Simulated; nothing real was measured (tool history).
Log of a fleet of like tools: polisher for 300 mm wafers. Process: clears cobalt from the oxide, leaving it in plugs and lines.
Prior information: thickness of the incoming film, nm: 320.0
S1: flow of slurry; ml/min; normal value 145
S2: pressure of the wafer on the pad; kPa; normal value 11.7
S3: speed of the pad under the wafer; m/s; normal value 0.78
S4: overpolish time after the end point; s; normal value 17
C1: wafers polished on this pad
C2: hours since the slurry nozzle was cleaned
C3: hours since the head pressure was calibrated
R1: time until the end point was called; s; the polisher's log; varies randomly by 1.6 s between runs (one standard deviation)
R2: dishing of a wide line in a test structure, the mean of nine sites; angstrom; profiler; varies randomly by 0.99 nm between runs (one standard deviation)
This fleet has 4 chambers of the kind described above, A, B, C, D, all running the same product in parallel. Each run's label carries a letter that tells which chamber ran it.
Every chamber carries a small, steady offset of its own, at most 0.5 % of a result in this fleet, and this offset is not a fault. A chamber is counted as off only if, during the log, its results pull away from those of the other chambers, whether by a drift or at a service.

run,hour,S1,S2,S3,S4,C1,C2,C3,R1,R2
1A,11.8,145,11.7,0.78,17,1233,383.6,1041.7,95.437,444.09
# hour 13.1: chamber A: worn pad replaced by a new one
2B,17.5,145,11.7,0.78,17,159,191.6,117.1,93.784,425.59
3D,23.6,145,11.7,0.78,17,381,171.2,368.5,89.974,456.27
# hour 26.2: chamber D: slurry nozzle cleaned
4C,31.2,145,11.7,0.78,17,634,189.4,607.1,92.77,440.5
5A,43.2,145,11.7,0.78,17,210,415,1073.1,95.126,443.31
6C,49,145,11.7,0.78,17,758,207.2,624.9,93.96,433.29
# hour 52.5: chamber C: worn pad replaced by a new one
# hour 54.7: chamber A: head pressure recalibrated
7D,54.9,145,11.7,0.56,17,599,28.7,399.8,130.88,335.38
8B,65.4,145,11.7,0.56,17,493,239.5,165,126.88,333.55
9C,72.5,145,11.7,0.56,17,139,230.7,648.4,126.37,348.55
10A,82.6,145,11.7,0.56,17,484,454.4,28,127.94,344.32
11B,92.7,145,11.7,0.78,17,683,266.8,192.3,89.022,449.29
# hour 93.3: chamber B: slurry nozzle cleaned
# hour 95.5: chamber A: slurry nozzle cleaned
# hour 95.6: chamber D: head pressure recalibrated
12D,98.5,145,11.7,0.78,17,903,72.3,3,92.035,438.31
13B,106.2,145,11.7,0.66,17,777,12.9,205.8,108.05,395.86
14C,114.1,145,11.7,0.66,17,429,272.3,690,112.21,384.5
15D,125.1,145,11.7,0.66,17,1088,98.9,29.6,106.02,373.03
16A,137.9,145,11.7,0.66,17,870,42.5,83.3,109.39,397.1
17C,147.4,145,11.7,0.78,25,661,305.6,723.3,92.202,578.05
18A,154.9,145,11.7,0.78,25,988,59.5,100.3,90.99,577.34
# hour 158.1: chamber C: worn pad replaced by a new one
19D,161.1,145,11.7,0.78,25,1339,134.9,65.6,90.245,581.13
# hour 165.1: chamber B: worn pad replaced by a new one
20B,170.8,145,11.7,0.78,25,39,77.5,270.4,92.226,577.01
# hour 173.7: chamber D: worn pad replaced by a new one
21D,180.7,145,11.7,0.78,17,48,154.5,85.2,94.932,444.85
22B,193.3,145,11.7,0.78,17,196,100,292.9,95.045,446.94
23C,202,145,11.7,0.78,17,306,360.2,777.9,96.239,436.72
24A,214.3,145,11.7,0.78,17,1402,118.9,159.7,96.043,457
25B,220.3,145,11.7,0.78,17,384,127,319.9,92.23,448.3
26D,226.3,145,11.7,0.78,17,366,200.1,130.8,93.307,444.48
27A,234.1,145,11.7,0.78,17,1540,138.7,179.5,92.975,440.34
# hour 240.2: chamber D: slurry nozzle cleaned
28C,240.9,130,11.7,0.78,17,577,399.1,816.8,93.982,439.15
# hour 248.1: chamber A: worn pad replaced by a new one
# hour 248.3: chamber C: head pressure recalibrated
29C,249.4,130,11.7,0.78,17,636,407.6,1.2,94.409,455.84
30D,260.1,130,11.7,0.78,17,602,20,164.6,92.729,458.65
31A,270.4,130,11.7,0.78,17,155,175,215.8,92.872,414.07

Is one chamber off against the others, does the gauge drift, or is nothing wrong? If a chamber is off, say which, and what the likeliest cause is.

No chamber stands off beyond its own small offset, and the gauge holds steady.
